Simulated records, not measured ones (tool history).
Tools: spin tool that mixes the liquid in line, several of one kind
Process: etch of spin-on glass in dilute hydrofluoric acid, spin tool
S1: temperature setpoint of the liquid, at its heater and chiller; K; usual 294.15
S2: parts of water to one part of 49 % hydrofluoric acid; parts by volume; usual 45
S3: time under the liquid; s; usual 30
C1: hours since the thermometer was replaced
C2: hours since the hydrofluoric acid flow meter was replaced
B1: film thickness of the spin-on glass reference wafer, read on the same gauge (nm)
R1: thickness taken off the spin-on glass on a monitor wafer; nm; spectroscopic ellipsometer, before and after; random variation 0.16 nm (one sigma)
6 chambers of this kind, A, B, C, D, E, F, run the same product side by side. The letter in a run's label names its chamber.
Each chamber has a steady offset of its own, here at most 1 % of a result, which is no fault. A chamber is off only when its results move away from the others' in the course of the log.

{"day": 0.083, "done": "chamber A: hydrofluoric acid flow meter replaced"}
{"run": "1A", "day": 0.296, "S1": 294.15, "S2": 45, "S3": 30, "C1": 33.4, "C2": 5.2, "B1": 40.006, "R1": 23.033}
{"run": "2D", "day": 0.692, "S1": 294.15, "S2": 45, "S3": 30, "C1": 564.7, "C2": 741.6, "B1": 40.002, "R1": 22.804}
{"run": "3F", "day": 0.929, "S1": 294.15, "S2": 45, "S3": 30, "C1": 1063.0, "C2": 529.5, "B1": 39.995, "R1": 22.598}
{"run": "4B", "day": 1.212, "S1": 294.15, "S2": 45, "S3": 30, "C1": 1825.3, "C2": 1056.0, "B1": 39.971, "R1": 22.865}
{"run": "5C", "day": 1.488, "S1": 294.15, "S2": 45, "S3": 30, "C1": 1414.0, "C2": 1362.8, "B1": 40.021, "R1": 22.852}
{"day": 1.608, "done": "chamber F: thermometer replaced"}
{"run": "6E", "day": 1.904, "S1": 294.15, "S2": 45, "S3": 30, "C1": 402.1, "C2": 1599.5, "B1": 39.994, "R1": 22.939}
{"run": "7C", "day": 2.383, "S1": 294.15, "S2": 45, "S3": 30, "C1": 1435.5, "C2": 1384.3, "B1": 40.019, "R1": 22.972}
{"run": "8F", "day": 2.729, "S1": 294.15, "S2": 45, "S3": 30, "C1": 27.0, "C2": 572.7, "B1": 40.011, "R1": 22.874}
{"run": "9E", "day": 2.988, "S1": 294.15, "S2": 60, "S3": 20, "C1": 428.1, "C2": 1625.5, "B1": 40.01, "R1": 11.321}
{"run": "10A", "day": 3.429, "S1": 294.15, "S2": 60, "S3": 20, "C1": 108.6, "C2": 80.4, "B1": 40.03, "R1": 11.395}
{"run": "11D", "day": 3.892, "S1": 294.15, "S2": 60, "S3": 20, "C1": 641.5, "C2": 818.4, "B1": 39.975, "R1": 11.195}
{"run": "12B", "day": 4.375, "S1": 294.15, "S2": 60, "S3": 20, "C1": 1901.2, "C2": 1131.9, "B1": 40.007, "R1": 11.245}
{"run": "13E", "day": 4.825, "S1": 294.15, "S2": 60, "S3": 20, "C1": 472.2, "C2": 1669.6, "B1": 40.016, "R1": 11.39}
{"day": 4.85, "done": "chamber B: hydrofluoric acid flow meter replaced"}
{"run": "14D", "day": 5.171, "S1": 294.15, "S2": 60, "S3": 20, "C1": 672.2, "C2": 849.1, "B1": 39.984, "R1": 11.242}
{"day": 5.596, "done": "chamber D: hydrofluoric acid flow meter replaced"}
{"run": "15A", "day": 5.662, "S1": 294.15, "S2": 25, "S3": 30, "C1": 162.2, "C2": 134.0, "B1": 39.995, "R1": 42.655}
{"run": "16B", "day": 6.017, "S1": 294.15, "S2": 25, "S3": 30, "C1": 1940.6, "C2": 28.0, "B1": 40.017, "R1": 42.303}
{"run": "17F", "day": 6.283, "S1": 294.15, "S2": 25, "S3": 30, "C1": 112.3, "C2": 658.0, "B1": 39.993, "R1": 42.224}
{"run": "18C", "day": 6.712, "S1": 294.15, "S2": 25, "S3": 30, "C1": 1539.4, "C2": 1488.2, "B1": 40.037, "R1": 42.783}
{"run": "19B", "day": 7.183, "S1": 294.15, "S2": 25, "S3": 30, "C1": 1968.6, "C2": 56.0, "B1": 39.993, "R1": 41.561}
{"run": "20E", "day": 7.7, "S1": 294.15, "S2": 25, "S3": 30, "C1": 541.2, "C2": 1738.6, "B1": 39.999, "R1": 42.454}
{"run": "21A", "day": 8.162, "S1": 294.15, "S2": 45, "S3": 30, "C1": 222.2, "C2": 194.0, "B1": 40.017, "R1": 23.386}
{"run": "22C", "day": 8.588, "S1": 294.15, "S2": 45, "S3": 30, "C1": 1584.4, "C2": 1533.2, "B1": 39.982, "R1": 22.761}
{"run": "23F", "day": 8.833, "S1": 294.15, "S2": 45, "S3": 30, "C1": 173.5, "C2": 719.2, "B1": 40.005, "R1": 22.429}
{"run": "24D", "day": 9.354, "S1": 294.15, "S2": 45, "S3": 30, "C1": 772.6, "C2": 90.2, "B1": 40.02, "R1": 22.966}
{"run": "25A", "day": 9.854, "S1": 294.15, "S2": 45, "S3": 30, "C1": 262.8, "C2": 234.6, "B1": 40.001, "R1": 23.066}
{"run": "26D", "day": 10.179, "S1": 294.15, "S2": 45, "S3": 30, "C1": 792.4, "C2": 110.0, "B1": 40.038, "R1": 23.003}
{"run": "27F", "day": 10.479, "S1": 291.15, "S2": 45, "S3": 30, "C1": 213.0, "C2": 758.7, "B1": 39.982, "R1": 19.446}
{"run": "28B", "day": 10.792, "S1": 291.15, "S2": 45, "S3": 30, "C1": 2055.2, "C2": 142.6, "B1": 39.987, "R1": 20.016}
{"run": "29E", "day": 11.233, "S1": 291.15, "S2": 45, "S3": 30, "C1": 626.0, "C2": 1823.4, "B1": 40.027, "R1": 20.127}
{"run": "30C", "day": 11.575, "S1": 291.15, "S2": 45, "S3": 30, "C1": 1656.1, "C2": 1604.9, "B1": 40.017, "R1": 20.3}
{"run": "31C", "day": 11.967, "S1": 291.15, "S2": 45, "S3": 30, "C1": 1665.5, "C2": 1614.3, "B1": 39.976, "R1": 20.347}
{"run": "32B", "day": 12.288, "S1": 291.15, "S2": 45, "S3": 30, "C1": 2091.1, "C2": 178.5, "B1": 39.988, "R1": 20.142}
{"run": "33F", "day": 12.529, "S1": 294.15, "S2": 45, "S3": 30, "C1": 262.2, "C2": 807.9, "B1": 40.008, "R1": 21.795}
{"run": "34E", "day": 12.988, "S1": 294.15, "S2": 45, "S3": 30, "C1": 668.1, "C2": 1865.5, "B1": 40.008, "R1": 22.943}
{"run": "35D", "day": 13.479, "S1": 294.15, "S2": 45, "S3": 30, "C1": 871.6, "C2": 189.2, "B1": 40.038, "R1": 22.853}
{"run": "36A", "day": 13.888, "S1": 294.15, "S2": 45, "S3": 30, "C1": 359.6, "C2": 331.4, "B1": 40.022, "R1": 23.046}
{"run": "37E", "day": 14.196, "S1": 294.15, "S2": 45, "S3": 30, "C1": 697.1, "C2": 1894.5, "B1": 39.996, "R1": 22.816}
{"run": "38B", "day": 14.662, "S1": 294.15, "S2": 45, "S3": 30, "C1": 2148.1, "C2": 235.5, "B1": 40.015, "R1": 22.925}
{"run": "39D", "day": 15.017, "S1": 294.15, "S2": 45, "S3": 30, "C1": 908.5, "C2": 226.1, "B1": 40.041, "R1": 22.689}
{"run": "40A", "day": 15.371, "S1": 294.15, "S2": 45, "S3": 30, "C1": 395.2, "C2": 367.0, "B1": 39.986, "R1": 23.245}
{"run": "41C", "day": 15.842, "S1": 294.15, "S2": 45, "S3": 30, "C1": 1758.5, "C2": 1707.3, "B1": 39.961, "R1": 22.672}
{"run": "42F", "day": 16.083, "S1": 294.15, "S2": 45, "S3": 30, "C1": 347.5, "C2": 893.2, "B1": 39.972, "R1": 21.777}
{"run": "43C", "day": 16.617, "S1": 294.15, "S2": 45, "S3": 30, "C1": 1777.1, "C2": 1725.9, "B1": 39.954, "R1": 22.949}

Is one chamber off against the others, does the gauge drift, or is nothing wrong? If a chamber is off, say which, and what the likeliest cause is.

Chamber F drifts away from the others.
Cause: hydrofluoric acid flow below the setpoint (%) = 5.99.
The log may not tell that from: liquid colder than its thermometer reads (K).

Here are 4 candidates for chamber F's next run, each the usual settings with a change, their results left as question marks. Which one brings its results back in line with what the others give on the usual settings?
In line means no further than this from the other chambers' mean on the usual settings: R1 0.560 nm
{"run": "44F-1", "day": 17.008, "S1": 292.65, "S2": 45, "S3": 30, "R1": "?"}
{"run": "44F-2", "day": 17.008, "S1": 294.15, "S2": 40, "S3": 30, "R1": "?"}
{"run": "44F-3", "day": 17.008, "S1": 295.65, "S2": 45, "S3": 30, "R1": "?"}
{"run": "44F-4", "day": 17.008, "S1": 293.65, "S2": 50, "S3": 30, "R1": "?"}

The other chambers' mean on the usual settings: R1 22.947 nm
run=44F-1 R1=20.157
run=44F-2 R1=24.348
run=44F-3 R1=22.916
run=44F-4 R1=18.815
44F-3 brings the chamber back in line.

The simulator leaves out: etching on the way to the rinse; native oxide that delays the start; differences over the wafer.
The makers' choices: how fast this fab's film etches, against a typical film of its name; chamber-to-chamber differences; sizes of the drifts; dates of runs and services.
